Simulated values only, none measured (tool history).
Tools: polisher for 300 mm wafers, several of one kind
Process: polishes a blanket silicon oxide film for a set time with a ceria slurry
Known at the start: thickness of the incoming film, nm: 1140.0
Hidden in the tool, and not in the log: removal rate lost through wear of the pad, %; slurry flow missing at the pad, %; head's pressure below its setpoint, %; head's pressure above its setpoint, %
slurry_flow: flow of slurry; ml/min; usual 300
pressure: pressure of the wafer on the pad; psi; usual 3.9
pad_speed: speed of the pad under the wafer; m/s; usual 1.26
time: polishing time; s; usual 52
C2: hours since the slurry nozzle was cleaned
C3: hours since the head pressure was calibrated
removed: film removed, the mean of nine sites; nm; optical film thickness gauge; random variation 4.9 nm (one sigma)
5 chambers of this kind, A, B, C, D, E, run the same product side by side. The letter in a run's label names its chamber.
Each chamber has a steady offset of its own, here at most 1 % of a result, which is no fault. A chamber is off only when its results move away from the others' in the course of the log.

At hour 0.1: chamber A: worn pad replaced by a new one.
At hour 4: chamber B: worn pad replaced by a new one.
Run 1D, hour 6.4: usual settings; wafers polished on this pad 319; C2 563.4; C3 75.8. Result: removed 380.92 nm.
Run 2C, hour 16: usual settings; wafers polished on this pad 678; C2 75.3; C3 330.7. Result: removed 382.15 nm.
Run 3A, hour 24.4: usual settings; wafers polished on this pad 278; C2 710.5; C3 248.1. Result: removed 368.48 nm.
At hour 30.9: chamber E: slurry nozzle cleaned.
Run 4E, hour 34.9: usual settings; wafers polished on this pad 874; C2 4.1; C3 484.3. Result: removed 380.62 nm.
At hour 37.3: chamber E: worn pad replaced by a new one.
At hour 38.5: chamber C: worn pad replaced by a new one.
At hour 41.7: chamber D: worn pad replaced by a new one.
Run 5B, hour 46: usual settings but slurry_flow 385 ml/min; wafers polished on this pad 479; C2 83.9; C3 609.2. Result: removed 387.36 nm.
Run 6E, hour 56.4: usual settings but slurry_flow 385 ml/min; wafers polished on this pad 218; C2 25.6; C3 505.8. Result: removed 389.27 nm.
Run 7D, hour 62.6: usual settings but slurry_flow 385 ml/min; wafers polished on this pad 239; C2 619.6; C3 132. Result: removed 389.62 nm.
At hour 69.6: chamber A: worn pad replaced by a new one.
Run 8A, hour 75: usual settings but slurry_flow 385 ml/min; wafers polished on this pad 62; C2 761.1; C3 298.7. Result: removed 396.58 nm.
At hour 78.7: chamber B: worn pad replaced by a new one.
Run 9B, hour 87.8: usual settings but slurry_flow 385 ml/min; wafers polished on this pad 104; C2 125.7; C3 651. Result: removed 378.11 nm.
Run 10C, hour 96.3: usual settings; wafers polished on this pad 661; C2 155.6; C3 411. Result: removed 371.94 nm.
Run 11B, hour 102.9: usual settings; wafers polished on this pad 276; C2 140.8; C3 666.1. Result: removed 378.71 nm.
At hour 103.6: chamber C: worn pad replaced by a new one.
At hour 107.8: chamber D: worn pad replaced by a new one.
At hour 112.3: chamber E: worn pad replaced by a new one.
Run 12D, hour 113.6: usual settings; wafers polished on this pad 67; C2 670.6; C3 183. Result: removed 383.2 nm.
Run 13C, hour 122.1: usual settings; wafers polished on this pad 212; C2 181.4; C3 436.8. Result: removed 382.76 nm.
Run 14E, hour 127.9: usual settings; wafers polished on this pad 178; C2 97.1; C3 577.3. Result: removed 379.06 nm.
Run 15A, hour 140.2: usual settings; wafers polished on this pad 806; C2 826.3; C3 363.9. Result: removed 379.33 nm.
At hour 142.4: chamber B: worn pad replaced by a new one.
At hour 143.3: chamber A: worn pad replaced by a new one.
Run 16B, hour 149.6: usual settings; wafers polished on this pad 82; C2 187.5; C3 712.8. Result: removed 385.17 nm.
Run 17C, hour 156: usual settings; wafers polished on this pad 599; C2 215.3; C3 470.7. Result: removed 390.2 nm.
Run 18D, hour 163.4: usual settings; wafers polished on this pad 636; C2 720.4; C3 232.8. Result: removed 377.18 nm.
At hour 166.7: chamber C: worn pad replaced by a new one.
At hour 168: chamber A: head pressure recalibrated.
Run 19E, hour 174.5: usual settings; wafers polished on this pad 710; C2 143.7; C3 623.9. Result: removed 387.03 nm.
At hour 178.1: chamber D: slurry nozzle cleaned.
Run 20A, hour 183.2: usual settings; wafers polished on this pad 455; C2 869.3; C3 15.3. Result: removed 349.84 nm.
At hour 183.7: chamber D: worn pad replaced by a new one.
At hour 186.6: chamber E: worn pad replaced by a new one.
Run 21A, hour 192.4: usual settings; wafers polished on this pad 560; C2 878.5; C3 24.5. Result: removed 353.56 nm.
Run 22D, hour 201.3: usual settings; wafers polished on this pad 202; C2 23.3; C3 270.7. Result: removed 386.11 nm.
At hour 208.5: chamber A: worn pad replaced by a new one.
Run 23C, hour 212.4: usual settings; wafers polished on this pad 522; C2 271.7; C3 527.1. Result: removed 384.45 nm.
At hour 219.4: chamber B: worn pad replaced by a new one.
Run 24B, hour 219.4: usual settings; wafers polished on this pad 1; C2 257.3; C3 782.6. Result: removed 374.01 nm.
At hour 224.2: chamber B: head pressure recalibrated.
Run 25E, hour 227.6: usual settings but pad_speed 1.02 m/s; wafers polished on this pad 468; C2 196.8; C3 677. Result: removed 304.27 nm.
At hour 231.1: chamber C: worn pad replaced by a new one.
Run 26D, hour 233.7: usual settings but pad_speed 1.02 m/s; wafers polished on this pad 572; C2 55.7; C3 303.1. Result: removed 312.46 nm.
Run 27B, hour 239.8: usual settings but pad_speed 1.02 m/s; wafers polished on this pad 234; C2 277.7; C3 15.7. Result: removed 310.21 nm.
At hour 242.9: chamber D: worn pad replaced by a new one.
Run 28C, hour 252.2: usual settings but pad_speed 1.02 m/s; wafers polished on this pad 241; C2 311.5; C3 566.9. Result: removed 302.79 nm.
At hour 252.6: chamber E: worn pad replaced by a new one.
At hour 255.4: chamber A: slurry nozzle cleaned.
Run 29E, hour 262: usual settings but pad_speed 1.02 m/s; wafers polished on this pad 107; C2 231.2; C3 711.4. Result: removed 308.41 nm.
Run 30A, hour 272.3: usual settings; wafers polished on this pad 729; C2 16.9; C3 104.4. Result: removed 360.9 nm.
Run 31B, hour 278: usual settings; wafers polished on this pad 670; C2 315.9; C3 53.9. Result: removed 375.61 nm.
At hour 283.7: chamber A: worn pad replaced by a new one.
Run 32A, hour 285.8: usual settings; wafers polished on this pad 24; C2 30.4; C3 117.9. Result: removed 348.25 nm.
At hour 288.4: chamber B: worn pad replaced by a new one.
Run 33D, hour 295: usual settings; wafers polished on this pad 595; C2 117; C3 364.4. Result: removed 386.88 nm.
Run 34C, hour 306.6: usual settings; wafers polished on this pad 862; C2 365.9; C3 621.3. Result: removed 379.92 nm.
Run 35E, hour 313.4: usual settings; wafers polished on this pad 694; C2 282.6; C3 762.8. Result: removed 383.17 nm.
At hour 315: chamber C: worn pad replaced by a new one.
Run 36B, hour 326: usual settings; wafers polished on this pad 430; C2 363.9; C3 101.9. Result: removed 384.57 nm.
Run 37C, hour 335.4: usual settings but pad_speed 0.92 m/s; wafers polished on this pad 233; C2 394.7; C3 650.1. Result: removed 287.14 nm.

All 5 chambers run these settings next. Forecast each chamber's results:
Run 38A, hour 344.7: usual settings but slurry_flow 395 ml/min. Result: removed ?.
Run 38B, hour 344.7: usual settings but slurry_flow 395 ml/min. Result: removed ?.
Run 38C, hour 344.7: usual settings but slurry_flow 395 ml/min. Result: removed ?.
Run 38D, hour 344.7: usual settings but slurry_flow 395 ml/min. Result: removed ?.
Run 38E, hour 344.7: usual settings but slurry_flow 395 ml/min. Result: removed ?.

run  removed
38A   371.04
38B   392.46
38C   386.84
38D   389.13
38E   390.47
